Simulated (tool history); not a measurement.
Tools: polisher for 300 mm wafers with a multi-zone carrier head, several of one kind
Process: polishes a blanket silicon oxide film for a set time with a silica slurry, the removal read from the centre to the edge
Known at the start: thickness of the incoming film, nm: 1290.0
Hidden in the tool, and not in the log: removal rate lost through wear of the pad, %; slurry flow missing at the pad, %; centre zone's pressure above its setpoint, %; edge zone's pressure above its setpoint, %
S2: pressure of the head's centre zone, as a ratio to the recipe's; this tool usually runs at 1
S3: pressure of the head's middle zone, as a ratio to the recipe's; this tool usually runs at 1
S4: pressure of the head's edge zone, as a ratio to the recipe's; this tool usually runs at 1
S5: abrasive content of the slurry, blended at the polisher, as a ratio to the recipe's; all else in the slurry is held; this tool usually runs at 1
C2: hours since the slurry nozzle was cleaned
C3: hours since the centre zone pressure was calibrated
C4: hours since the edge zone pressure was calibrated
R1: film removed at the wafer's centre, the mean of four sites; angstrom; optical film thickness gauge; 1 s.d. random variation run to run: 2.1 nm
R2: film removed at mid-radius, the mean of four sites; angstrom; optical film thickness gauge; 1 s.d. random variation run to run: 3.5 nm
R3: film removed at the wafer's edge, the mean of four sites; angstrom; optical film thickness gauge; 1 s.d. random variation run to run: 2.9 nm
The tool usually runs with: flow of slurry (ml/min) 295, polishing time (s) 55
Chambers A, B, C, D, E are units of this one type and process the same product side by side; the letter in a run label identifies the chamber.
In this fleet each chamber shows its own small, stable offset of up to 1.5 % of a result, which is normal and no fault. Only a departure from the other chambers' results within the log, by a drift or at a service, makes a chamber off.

{"hour": 9.4, "done": "chamber C: edge zone pressure recalibrated"}
{"run": "1C", "hour": 12.1, "flow of slurry (ml/min)": 295, "S2": 1, "S3": 1, "S4": 1, "S5": 1, "polishing time (s)": 55, "wafers polished on this pad": 1197, "C2": 386.2, "C3": 63.7, "C4": 2.8, "R1": 2614.3, "R2": 2598.6, "R3": 2590.5}
{"run": "2D", "hour": 18.6, "flow of slurry (ml/min)": 295, "S2": 1, "S3": 1, "S4": 1, "S5": 1, "polishing time (s)": 55, "wafers polished on this pad": 956, "C2": 278.2, "C3": 375.4, "C4": 227.5, "R1": 2594.1, "R2": 2607.8, "R3": 2594.1}
{"run": "3E", "hour": 28.2, "flow of slurry (ml/min)": 295, "S2": 1, "S3": 1, "S4": 1, "S5": 1, "polishing time (s)": 55, "wafers polished on this pad": 687, "C2": 163.8, "C3": 369.8, "C4": 262.4, "R1": 2584.3, "R2": 2657.3, "R3": 2612.3}
{"run": "4A", "hour": 35.1, "flow of slurry (ml/min)": 295, "S2": 1, "S3": 1, "S4": 1, "S5": 1, "polishing time (s)": 55, "wafers polished on this pad": 422, "C2": 228.1, "C3": 1108.7, "C4": 347, "R1": 2536.5, "R2": 2528.4, "R3": 2606.6}
{"hour": 39.1, "done": "chamber C: slurry nozzle cleaned"}
{"run": "5B", "hour": 41.8, "flow of slurry (ml/min)": 295, "S2": 1, "S3": 1, "S4": 1, "S5": 1, "polishing time (s)": 55, "wafers polished on this pad": 460, "C2": 269.9, "C3": 372.3, "C4": 123.5, "R1": 2534.8, "R2": 2580.2, "R3": 2661.7}
{"hour": 44.7, "done": "chamber C: worn pad replaced by a new one"}
{"hour": 48.8, "done": "chamber A: worn pad replaced by a new one"}
{"run": "6B", "hour": 53.4, "flow of slurry (ml/min)": 295, "S2": 1, "S3": 1, "S4": 1, "S5": 1, "polishing time (s)": 55, "wafers polished on this pad": 585, "C2": 281.5, "C3": 383.9, "C4": 135.1, "R1": 2562.7, "R2": 2589.8, "R3": 2601.7}
{"hour": 62.3, "done": "chamber D: worn pad replaced by a new one"}
{"hour": 63.2, "done": "chamber D: centre zone pressure recalibrated"}
{"run": "7A", "hour": 65.4, "flow of slurry (ml/min)": 295, "S2": 1, "S3": 1, "S4": 1, "S5": 1, "polishing time (s)": 55, "wafers polished on this pad": 178, "C2": 258.4, "C3": 1139, "C4": 377.3, "R1": 2567.2, "R2": 2575.5, "R3": 2603.5}
{"hour": 66.3, "done": "chamber E: worn pad replaced by a new one"}
{"hour": 71.8, "done": "chamber B: worn pad replaced by a new one"}
{"run": "8D", "hour": 72.8, "flow of slurry (ml/min)": 235, "S2": 1, "S3": 0.93, "S4": 1, "S5": 1, "polishing time (s)": 55, "wafers polished on this pad": 113, "C2": 332.4, "C3": 9.7, "C4": 281.7, "R1": 2502.5, "R2": 2369.8, "R3": 2550.2}
{"run": "9E", "hour": 84.8, "flow of slurry (ml/min)": 235, "S2": 1, "S3": 0.93, "S4": 1, "S5": 1, "polishing time (s)": 55, "wafers polished on this pad": 199, "C2": 220.4, "C3": 426.4, "C4": 319, "R1": 2480.1, "R2": 2418, "R3": 2628.5}
{"hour": 87.6, "done": "chamber D: edge zone pressure recalibrated"}
{"hour": 92.2, "done": "chamber A: edge zone pressure recalibrated"}
{"run": "10C", "hour": 96.6, "flow of slurry (ml/min)": 235, "S2": 1, "S3": 0.93, "S4": 1, "S5": 1, "polishing time (s)": 55, "wafers polished on this pad": 557, "C2": 57.6, "C3": 148.2, "C4": 87.3, "R1": 2532.7, "R2": 2335.7, "R3": 2515.5}
{"run": "11A", "hour": 105.6, "flow of slurry (ml/min)": 235, "S2": 1, "S3": 0.93, "S4": 1, "S5": 1, "polishing time (s)": 55, "wafers polished on this pad": 609, "C2": 298.6, "C3": 1179.2, "C4": 13.4, "R1": 2501.3, "R2": 2324.9, "R3": 2578.9}
{"hour": 109.7, "done": "chamber A: worn pad replaced by a new one"}
{"run": "12B", "hour": 114.4, "flow of slurry (ml/min)": 235, "S2": 1, "S3": 0.93, "S4": 1, "S5": 1, "polishing time (s)": 55, "wafers polished on this pad": 457, "C2": 342.5, "C3": 444.9, "C4": 196.1, "R1": 2492.2, "R2": 2303.9, "R3": 2562}
{"hour": 116.8, "done": "chamber A: centre zone pressure recalibrated"}
{"run": "13E", "hour": 127.4, "flow of slurry (ml/min)": 295, "S2": 1, "S3": 1, "S4": 1, "S5": 1, "polishing time (s)": 55, "wafers polished on this pad": 656, "C2": 263, "C3": 469, "C4": 361.6, "R1": 2585.6, "R2": 2608.8, "R3": 2614.1}
{"run": "14C", "hour": 137.8, "flow of slurry (ml/min)": 295, "S2": 1, "S3": 1, "S4": 1, "S5": 1, "polishing time (s)": 55, "wafers polished on this pad": 999, "C2": 98.8, "C3": 189.4, "C4": 128.5, "R1": 2617, "R2": 2592, "R3": 2613.8}
{"run": "15D", "hour": 149.0, "flow of slurry (ml/min)": 245, "S2": 1, "S3": 1, "S4": 1, "S5": 1, "polishing time (s)": 69, "wafers polished on this pad": 930, "C2": 408.6, "C3": 85.9, "C4": 61.5, "R1": 3195.9, "R2": 3298.6, "R3": 3199.8}
{"run": "16B", "hour": 155.6, "flow of slurry (ml/min)": 245, "S2": 1, "S3": 1, "S4": 1, "S5": 1, "polishing time (s)": 69, "wafers polished on this pad": 899, "C2": 383.7, "C3": 486.1, "C4": 237.3, "R1": 3137.6, "R2": 3231.1, "R3": 3220.7}
{"hour": 161.7, "done": "chamber C: worn pad replaced by a new one"}
{"hour": 161.7, "done": "chamber B: worn pad replaced by a new one"}
{"run": "17A", "hour": 163.9, "flow of slurry (ml/min)": 245, "S2": 1, "S3": 1, "S4": 1, "S5": 1, "polishing time (s)": 69, "wafers polished on this pad": 581, "C2": 356.9, "C3": 47.2, "C4": 71.7, "R1": 3503.6, "R2": 3155.8, "R3": 3209.7}
{"hour": 169.2, "done": "chamber E: worn pad replaced by a new one"}
{"run": "18E", "hour": 170.0, "flow of slurry (ml/min)": 245, "S2": 1, "S3": 1, "S4": 1, "S5": 1, "polishing time (s)": 69, "wafers polished on this pad": 8, "C2": 305.6, "C3": 511.6, "C4": 404.2, "R1": 3161.2, "R2": 3191.8, "R3": 3219.1}
{"run": "19D", "hour": 176.1, "flow of slurry (ml/min)": 245, "S2": 1, "S3": 1, "S4": 1, "S5": 1, "polishing time (s)": 69, "wafers polished on this pad": 1221, "C2": 435.7, "C3": 113, "C4": 88.6, "R1": 3127.6, "R2": 3222.2, "R3": 3206.2}
{"hour": 176.5, "done": "chamber A: worn pad replaced by a new one"}
{"hour": 179.3, "done": "chamber D: worn pad replaced by a new one"}
{"run": "20C", "hour": 187.1, "flow of slurry (ml/min)": 295, "S2": 1, "S3": 1, "S4": 1, "S5": 1, "polishing time (s)": 55, "wafers polished on this pad": 272, "C2": 148.1, "C3": 238.7, "C4": 177.8, "R1": 2604.1, "R2": 2600.7, "R3": 2544.9}
{"run": "21B", "hour": 196.5, "flow of slurry (ml/min)": 295, "S2": 1, "S3": 1, "S4": 1.11, "S5": 1, "polishing time (s)": 55, "wafers polished on this pad": 373, "C2": 424.6, "C3": 527, "C4": 278.2, "R1": 2594.5, "R2": 2544.8, "R3": 2796}
{"run": "22A", "hour": 207.8, "flow of slurry (ml/min)": 295, "S2": 1, "S3": 1, "S4": 1.11, "S5": 1, "polishing time (s)": 55, "wafers polished on this pad": 336, "C2": 400.8, "C3": 91.1, "C4": 115.6, "R1": 2884.6, "R2": 2607.9, "R3": 2742.5}
{"run": "23D", "hour": 219.1, "flow of slurry (ml/min)": 295, "S2": 1, "S3": 1, "S4": 1.11, "S5": 1, "polishing time (s)": 55, "wafers polished on this pad": 427, "C2": 478.7, "C3": 156, "C4": 131.6, "R1": 2608.2, "R2": 2619.8, "R3": 2807.4}
{"hour": 226.8, "done": "chamber A: slurry nozzle cleaned"}
{"run": "24C", "hour": 228.4, "flow of slurry (ml/min)": 295, "S2": 1, "S3": 1, "S4": 1.11, "S5": 1, "polishing time (s)": 55, "wafers polished on this pad": 715, "C2": 189.4, "C3": 280, "C4": 219.1, "R1": 2630.5, "R2": 2628.8, "R3": 2780.5}
{"run": "25E", "hour": 236.5, "flow of slurry (ml/min)": 295, "S2": 1, "S3": 1, "S4": 1.11, "S5": 1, "polishing time (s)": 55, "wafers polished on this pad": 721, "C2": 372.1, "C3": 578.1, "C4": 470.7, "R1": 2554.4, "R2": 2563.7, "R3": 2801.9}
{"hour": 238.7, "done": "chamber A: worn pad replaced by a new one"}
{"hour": 242.2, "done": "chamber B: worn pad replaced by a new one"}
{"run": "26C", "hour": 243.9, "flow of slurry (ml/min)": 295, "S2": 1, "S3": 1, "S4": 1, "S5": 1, "polishing time (s)": 55, "wafers polished on this pad": 882, "C2": 204.9, "C3": 295.5, "C4": 234.6, "R1": 2600.5, "R2": 2656.2, "R3": 2578.8}
{"run": "27D", "hour": 250.6, "flow of slurry (ml/min)": 295, "S2": 1, "S3": 1, "S4": 1, "S5": 1, "polishing time (s)": 55, "wafers polished on this pad": 765, "C2": 510.2, "C3": 187.5, "C4": 163.1, "R1": 2555.9, "R2": 2656.2, "R3": 2609.5}
{"run": "28B", "hour": 263.7, "flow of slurry (ml/min)": 295, "S2": 1, "S3": 1, "S4": 1, "S5": 1, "polishing time (s)": 55, "wafers polished on this pad": 230, "C2": 491.8, "C3": 594.2, "C4": 345.4, "R1": 2595.8, "R2": 2545.6, "R3": 2581.1}
{"run": "29A", "hour": 275.3, "flow of slurry (ml/min)": 295, "S2": 1, "S3": 1, "S4": 1, "S5": 1, "polishing time (s)": 55, "wafers polished on this pad": 393, "C2": 48.5, "C3": 158.6, "C4": 183.1, "R1": 2870.3, "R2": 2588, "R3": 2643.9}
{"run": "30E", "hour": 282.1, "flow of slurry (ml/min)": 295, "S2": 1, "S3": 1, "S4": 1, "S5": 1, "polishing time (s)": 55, "wafers polished on this pad": 1211, "C2": 417.7, "C3": 623.7, "C4": 516.3, "R1": 2574.3, "R2": 2594.3, "R3": 2622.6}

What goes on in this fleet: one chamber off, a drifting gauge, or nothing beyond the chambers' own small offsets? Name the chamber and the cause, if any.

Chamber A has stood off from the others ever since a service on it.
What lies behind it: centre zone's pressure above its setpoint, % = 10.4.

Which of the 4 candidates below, each the usual settings with something changed and its results left as question marks, puts chamber A back in line with what the other chambers give on the usual settings?
Allowed miss from the other chambers' usual-settings mean, per result, to count as in line: R1 74 angstrom; R2 120 angstrom; R3 100 angstrom
{"run": "31A-1", "hour": 291.5, "flow of slurry (ml/min)": 300, "S2": 1.08, "S3": 0.98, "S4": 0.98, "S5": 1, "polishing time (s)": 56, "R1": "?", "R2": "?", "R3": "?"}
{"run": "31A-2", "hour": 291.5, "flow of slurry (ml/min)": 285, "S2": 0.87, "S3": 1.04, "S4": 1.04, "S5": 1, "polishing time (s)": 54, "R1": "?", "R2": "?", "R3": "?"}
{"run": "31A-3", "hour": 291.5, "flow of slurry (ml/min)": 290, "S2": 0.93, "S3": 1.02, "S4": 1.02, "S5": 1, "polishing time (s)": 54, "R1": "?", "R2": "?", "R3": "?"}
{"run": "31A-4", "hour": 291.5, "flow of slurry (ml/min)": 305, "S2": 1.14, "S3": 0.96, "S4": 0.96, "S5": 1, "polishing time (s)": 56, "R1": "?", "R2": "?", "R3": "?"}

The other chambers' mean on the usual settings: R1 2587.8 angstrom; R2 2598.2 angstrom; R3 2602.9 angstrom
run=31A-1 R1=3178.2 R2=2590.4 R3=2630.8
run=31A-2 R1=2416.6 R2=2626.4 R3=2605.6
run=31A-3 R1=2601.9 R2=2584 R3=2582.9
run=31A-4 R1=3371.9 R2=2545.7 R3=2606.5
It is 31A-3 that realigns the chamber with its peers.
